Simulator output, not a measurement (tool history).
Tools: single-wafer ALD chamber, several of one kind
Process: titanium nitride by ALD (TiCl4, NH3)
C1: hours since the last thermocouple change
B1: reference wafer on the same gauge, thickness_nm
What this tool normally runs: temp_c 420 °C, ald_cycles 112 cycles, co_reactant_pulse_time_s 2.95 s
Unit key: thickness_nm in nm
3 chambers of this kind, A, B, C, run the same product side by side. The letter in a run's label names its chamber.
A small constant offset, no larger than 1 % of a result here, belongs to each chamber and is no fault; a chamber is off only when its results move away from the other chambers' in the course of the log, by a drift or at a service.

run 1C hour=7.7 | temp_c=420 ald_cycles=112 co_reactant_pulse_time_s=2.95 | C1=1513.2 | B1=2.0189 | thickness_nm=2.5022
run 2B hour=18.7 | temp_c=420 ald_cycles=112 co_reactant_pulse_time_s=2.95 | C1=1465.6 | B1=2.0194 | thickness_nm=2.5042
run 3A hour=29.4 | temp_c=420 ald_cycles=112 co_reactant_pulse_time_s=2.95 | C1=1697.1 | B1=2.0193 | thickness_nm=2.5094
run 4A hour=37.6 | temp_c=420 ald_cycles=112 co_reactant_pulse_time_s=2.95 | C1=1705.3 | B1=2.0176 | thickness_nm=2.5117
run 5B hour=44.4 | temp_c=420 ald_cycles=112 co_reactant_pulse_time_s=2.95 | C1=1491.3 | B1=2.0184 | thickness_nm=2.5119
run 6C hour=55.8 | temp_c=420 ald_cycles=112 co_reactant_pulse_time_s=2.95 | C1=1561.3 | B1=2.0174 | thickness_nm=2.4899
run 7A hour=60.8 | temp_c=420 ald_cycles=112 co_reactant_pulse_time_s=2.95 | C1=1728.5 | B1=2.0181 | thickness_nm=2.5123
run 8B hour=69.6 | temp_c=420 ald_cycles=112 co_reactant_pulse_time_s=2.95 | C1=1516.5 | B1=2.0168 | thickness_nm=2.5068
run 9C hour=76.7 | temp_c=420 ald_cycles=112 co_reactant_pulse_time_s=2.95 | C1=1582.2 | B1=2.0165 | thickness_nm=2.4945
run 10B hour=87.5 | temp_c=420 ald_cycles=112 co_reactant_pulse_time_s=2.95 | C1=1534.4 | B1=2.0165 | thickness_nm=2.5051
run 11A hour=92.5 | temp_c=420 ald_cycles=112 co_reactant_pulse_time_s=2.95 | C1=1760.2 | B1=2.0154 | thickness_nm=2.5112
run 12C hour=103.0 | temp_c=420 ald_cycles=112 co_reactant_pulse_time_s=2.95 | C1=1608.5 | B1=2.0151 | thickness_nm=2.4944
run 13B hour=109.5 | temp_c=420 ald_cycles=112 co_reactant_pulse_time_s=2.95 | C1=1556.4 | B1=2.0142 | thickness_nm=2.5037
run 14A hour=119.5 | temp_c=420 ald_cycles=112 co_reactant_pulse_time_s=2.95 | C1=1787.2 | B1=2.0146 | thickness_nm=2.5020
run 15C hour=127.4 | temp_c=434 ald_cycles=112 co_reactant_pulse_time_s=3.96 | C1=1632.9 | B1=2.0143 | thickness_nm=2.4993
run 16C hour=138.0 | temp_c=434 ald_cycles=112 co_reactant_pulse_time_s=3.96 | C1=1643.5 | B1=2.0142 | thickness_nm=2.5032
run 17B hour=145.3 | temp_c=434 ald_cycles=112 co_reactant_pulse_time_s=3.96 | C1=1592.2 | B1=2.0125 | thickness_nm=2.5153
run 18A hour=151.3 | temp_c=420 ald_cycles=112 co_reactant_pulse_time_s=2.95 | C1=1819.0 | B1=2.0126 | thickness_nm=2.5074
run 19B hour=159.3 | temp_c=420 ald_cycles=112 co_reactant_pulse_time_s=2.95 | C1=1606.2 | B1=2.0121 | thickness_nm=2.5052
-- hour=163.2 chamber A: thermocouple changed; heater temperature recalibrated
run 20C hour=164.9 | temp_c=420 ald_cycles=112 co_reactant_pulse_time_s=2.95 | C1=1670.4 | B1=2.0116 | thickness_nm=2.4917
run 21A hour=171.1 | temp_c=420 ald_cycles=112 co_reactant_pulse_time_s=2.95 | C1=8.0 | B1=2.0119 | thickness_nm=2.5026
run 22B hour=179.0 | temp_c=430 ald_cycles=119 co_reactant_pulse_time_s=2.95 | C1=1625.9 | B1=2.0114 | thickness_nm=2.6617
run 23A hour=189.7 | temp_c=430 ald_cycles=119 co_reactant_pulse_time_s=2.95 | C1=26.6 | B1=2.0109 | thickness_nm=2.6613
run 24C hour=199.4 | temp_c=430 ald_cycles=119 co_reactant_pulse_time_s=2.95 | C1=1704.9 | B1=2.0108 | thickness_nm=2.6367
run 25C hour=210.2 | temp_c=420 ald_cycles=112 co_reactant_pulse_time_s=2.95 | C1=1715.7 | B1=2.0104 | thickness_nm=2.4845
run 26A hour=217.0 | temp_c=420 ald_cycles=112 co_reactant_pulse_time_s=2.95 | C1=53.9 | B1=2.0086 | thickness_nm=2.5004
run 27B hour=223.9 | temp_c=420 ald_cycles=112 co_reactant_pulse_time_s=2.95 | C1=1670.8 | B1=2.0096 | thickness_nm=2.4890
run 28A hour=230.0 | temp_c=420 ald_cycles=112 co_reactant_pulse_time_s=2.95 | C1=66.9 | B1=2.0096 | thickness_nm=2.5005
run 29C hour=239.4 | temp_c=420 ald_cycles=112 co_reactant_pulse_time_s=2.95 | C1=1744.9 | B1=2.0092 | thickness_nm=2.4861
-- hour=247.2 chamber C: thermocouple changed; heater temperature recalibrated
run 30B hour=250.0 | temp_c=420 ald_cycles=112 co_reactant_pulse_time_s=2.95 | C1=1696.9 | B1=2.0072 | thickness_nm=2.4950
run 31C hour=256.8 | temp_c=420 ald_cycles=112 co_reactant_pulse_time_s=2.95 | C1=9.6 | B1=2.0078 | thickness_nm=2.4825

Has any chamber moved away from the others, gradually or after a service, or does the common gauge drift, or do the chambers differ only by their own small steady offsets? State the chamber and the most likely cause if one applies.

None of the chambers is off. What moves is the gauge, dragging all their readings along together.
What lies behind it: gauge reads low (%) = 0.627.

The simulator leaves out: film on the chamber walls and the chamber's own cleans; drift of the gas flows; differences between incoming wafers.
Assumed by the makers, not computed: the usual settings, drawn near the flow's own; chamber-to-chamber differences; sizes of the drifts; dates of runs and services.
